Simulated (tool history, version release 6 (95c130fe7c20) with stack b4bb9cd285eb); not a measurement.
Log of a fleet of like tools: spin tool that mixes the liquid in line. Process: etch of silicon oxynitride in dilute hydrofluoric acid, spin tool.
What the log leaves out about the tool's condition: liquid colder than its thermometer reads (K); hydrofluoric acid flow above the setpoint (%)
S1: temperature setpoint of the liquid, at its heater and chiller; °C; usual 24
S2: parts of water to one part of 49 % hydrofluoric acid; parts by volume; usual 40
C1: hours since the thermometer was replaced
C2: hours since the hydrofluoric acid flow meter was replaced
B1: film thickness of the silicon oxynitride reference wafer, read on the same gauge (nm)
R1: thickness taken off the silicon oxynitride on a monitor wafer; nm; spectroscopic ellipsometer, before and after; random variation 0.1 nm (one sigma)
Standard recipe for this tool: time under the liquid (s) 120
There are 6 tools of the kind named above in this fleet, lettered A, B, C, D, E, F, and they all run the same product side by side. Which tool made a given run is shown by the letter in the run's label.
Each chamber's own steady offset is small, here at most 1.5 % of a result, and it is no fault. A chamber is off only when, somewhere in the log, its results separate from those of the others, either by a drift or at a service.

run 1A hour=7.9 | S1=24 S2=40 time_under_the_liquid_(s)=120 | C1=974.6 C2=710.7 | B1=139.99 | R1=11.4990
-- hour=12.5 chamber B: thermometer replaced
run 2E hour=14.2 | S1=24 S2=40 time_under_the_liquid_(s)=120 | C1=379.0 C2=359.8 | B1=140.02 | R1=11.5640
run 3B hour=20.8 | S1=24 S2=40 time_under_the_liquid_(s)=120 | C1=8.3 C2=841.0 | B1=139.99 | R1=11.3520
run 4D hour=26.5 | S1=24 S2=40 time_under_the_liquid_(s)=120 | C1=1678.8 C2=1746.4 | B1=140.01 | R1=11.4210
run 5F hour=34.1 | S1=24 S2=30 time_under_the_liquid_(s)=75 | C1=1718.5 C2=449.8 | B1=139.97 | R1=9.6126
run 6C hour=38.3 | S1=24 S2=30 time_under_the_liquid_(s)=75 | C1=935.8 C2=897.5 | B1=139.98 | R1=9.8166
run 7A hour=46.5 | S1=24 S2=30 time_under_the_liquid_(s)=75 | C1=1013.2 C2=749.3 | B1=140.00 | R1=9.7413
run 8C hour=53.1 | S1=24 S2=30 time_under_the_liquid_(s)=75 | C1=950.6 C2=912.3 | B1=139.98 | R1=9.8337
run 9E hour=58.6 | S1=24 S2=30 time_under_the_liquid_(s)=75 | C1=423.4 C2=404.2 | B1=139.98 | R1=9.7513
run 10F hour=64.6 | S1=24 S2=30 time_under_the_liquid_(s)=75 | C1=1749.0 C2=480.3 | B1=140.02 | R1=9.7320
run 11B hour=69.1 | S1=24 S2=40 time_under_the_liquid_(s)=120 | C1=56.6 C2=889.3 | B1=140.01 | R1=11.5730
run 12D hour=75.5 | S1=24 S2=40 time_under_the_liquid_(s)=120 | C1=1727.8 C2=1795.4 | B1=140.03 | R1=11.5710
run 13F hour=84.1 | S1=24 S2=40 time_under_the_liquid_(s)=120 | C1=1768.5 C2=499.8 | B1=140.01 | R1=11.4480
run 14A hour=89.9 | S1=24 S2=40 time_under_the_liquid_(s)=120 | C1=1056.6 C2=792.7 | B1=140.01 | R1=11.6850
run 15B hour=98.3 | S1=24 S2=40 time_under_the_liquid_(s)=120 | C1=85.8 C2=918.5 | B1=139.98 | R1=11.3770
run 16E hour=106.8 | S1=24 S2=40 time_under_the_liquid_(s)=120 | C1=471.6 C2=452.4 | B1=140.03 | R1=11.6300
run 17D hour=110.7 | S1=24 S2=40 time_under_the_liquid_(s)=120 | C1=1763.0 C2=1830.6 | B1=140.02 | R1=11.3990
run 18C hour=116.8 | S1=24 S2=40 time_under_the_liquid_(s)=120 | C1=1014.3 C2=976.0 | B1=139.99 | R1=11.7650
run 19D hour=122.0 | S1=24 S2=40 time_under_the_liquid_(s)=120 | C1=1774.3 C2=1841.9 | B1=140.01 | R1=11.5140
run 20B hour=128.2 | S1=24 S2=40 time_under_the_liquid_(s)=120 | C1=115.7 C2=948.4 | B1=139.99 | R1=11.3650
run 21A hour=134.8 | S1=24 S2=40 time_under_the_liquid_(s)=120 | C1=1101.5 C2=837.6 | B1=140.01 | R1=11.7960
run 22E hour=141.3 | S1=24 S2=40 time_under_the_liquid_(s)=120 | C1=506.1 C2=486.9 | B1=140.01 | R1=11.4670
run 23F hour=148.9 | S1=24 S2=40 time_under_the_liquid_(s)=120 | C1=1833.3 C2=564.6 | B1=140.01 | R1=11.3680
run 24C hour=157.0 | S1=24 S2=40 time_under_the_liquid_(s)=120 | C1=1054.5 C2=1016.2 | B1=140.04 | R1=11.6510
run 25A hour=162.1 | S1=24 S2=40 time_under_the_liquid_(s)=120 | C1=1128.8 C2=864.9 | B1=140.01 | R1=12.0350
run 26C hour=169.6 | S1=24 S2=40 time_under_the_liquid_(s)=120 | C1=1067.1 C2=1028.8 | B1=140.00 | R1=11.5910
run 27D hour=173.5 | S1=24 S2=40 time_under_the_liquid_(s)=120 | C1=1825.8 C2=1893.4 | B1=140.00 | R1=11.4220
run 28B hour=178.1 | S1=24 S2=40 time_under_the_liquid_(s)=120 | C1=165.6 C2=998.3 | B1=139.99 | R1=11.3900
run 29E hour=185.8 | S1=24 S2=40 time_under_the_liquid_(s)=120 | C1=550.6 C2=531.4 | B1=140.01 | R1=11.6380
run 30F hour=193.7 | S1=24 S2=40 time_under_the_liquid_(s)=120 | C1=1878.1 C2=609.4 | B1=139.98 | R1=11.5730
run 31C hour=201.3 | S1=24 S2=40 time_under_the_liquid_(s)=60 | C1=1098.8 C2=1060.5 | B1=140.01 | R1=5.8611
run 32B hour=206.7 | S1=24 S2=40 time_under_the_liquid_(s)=60 | C1=194.2 C2=1026.9 | B1=140.00 | R1=5.7915
run 33A hour=212.6 | S1=24 S2=40 time_under_the_liquid_(s)=60 | C1=1179.3 C2=915.4 | B1=140.00 | R1=6.1965
-- hour=216.7 chamber D: hydrofluoric acid flow meter replaced
run 34F hour=218.2 | S1=24 S2=40 time_under_the_liquid_(s)=60 | C1=1902.6 C2=633.9 | B1=139.99 | R1=5.6303
run 35D hour=223.2 | S1=24 S2=40 time_under_the_liquid_(s)=60 | C1=1875.5 C2=6.6 | B1=139.98 | R1=5.7194
run 36E hour=229.6 | S1=24 S2=40 time_under_the_liquid_(s)=60 | C1=594.4 C2=575.2 | B1=139.96 | R1=5.8295
run 37A hour=233.4 | S1=24 S2=40 time_under_the_liquid_(s)=120 | C1=1200.1 C2=936.2 | B1=140.02 | R1=12.6410
run 38B hour=240.2 | S1=26 S2=60 time_under_the_liquid_(s)=120 | C1=227.7 C2=1060.4 | B1=140.00 | R1=8.3924
run 39C hour=247.0 | S1=26 S2=60 time_under_the_liquid_(s)=120 | C1=1144.5 C2=1106.2 | B1=140.03 | R1=8.4919
run 40F hour=255.3 | S1=26 S2=60 time_under_the_liquid_(s)=120 | C1=1939.7 C2=671.0 | B1=139.99 | R1=8.2666
run 41D hour=263.2 | S1=26 S2=60 time_under_the_liquid_(s)=120 | C1=1915.5 C2=46.6 | B1=140.02 | R1=8.3068
run 42E hour=267.7 | S1=26 S2=60 time_under_the_liquid_(s)=120 | C1=632.5 C2=613.3 | B1=140.01 | R1=8.3050
run 43F hour=275.4 | S1=26 S2=60 time_under_the_liquid_(s)=120 | C1=1959.8 C2=691.1 | B1=140.01 | R1=8.3332

Is one chamber out of step, is the gauge drifting, or do the chambers differ by no more than their own small offsets? For an off chamber, give its letter and the likeliest cause.

Little by little, chamber A moves away from the other chambers.
Likeliest cause: hydrofluoric acid flow above the setpoint (%) = 10.5.
It could be hard to tell apart here from: liquid hotter than its thermometer reads (K).

Chamber A could run next with any of the 4 candidate recipes listed below; each alters the usual settings, and their results appear as question marks. Which one brings its results back in line with what the other chambers deliver on the usual settings?
To be in line, a result may differ from the other chambers' mean on the usual settings by at most: R1 0.3600 nm
run 44A-1 hour=281.6 | S1=24.5 S2=40 time_under_the_liquid_(s)=130 | R1=?
run 44A-2 hour=281.6 | S1=24.0 S2=40 time_under_the_liquid_(s)=125 | R1=?
run 44A-3 hour=281.6 | S1=23.0 S2=40 time_under_the_liquid_(s)=120 | R1=?
run 44A-4 hour=281.6 | S1=24.0 S2=45 time_under_the_liquid_(s)=120 | R1=?

On the usual settings, the other chambers give on average: R1 11.5340 nm
run=44A-1 R1=14.4530
run=44A-2 R1=13.5520
run=44A-3 R1=12.3760
run=44A-4 R1=11.5390
44A-4 brings the chamber back in line.
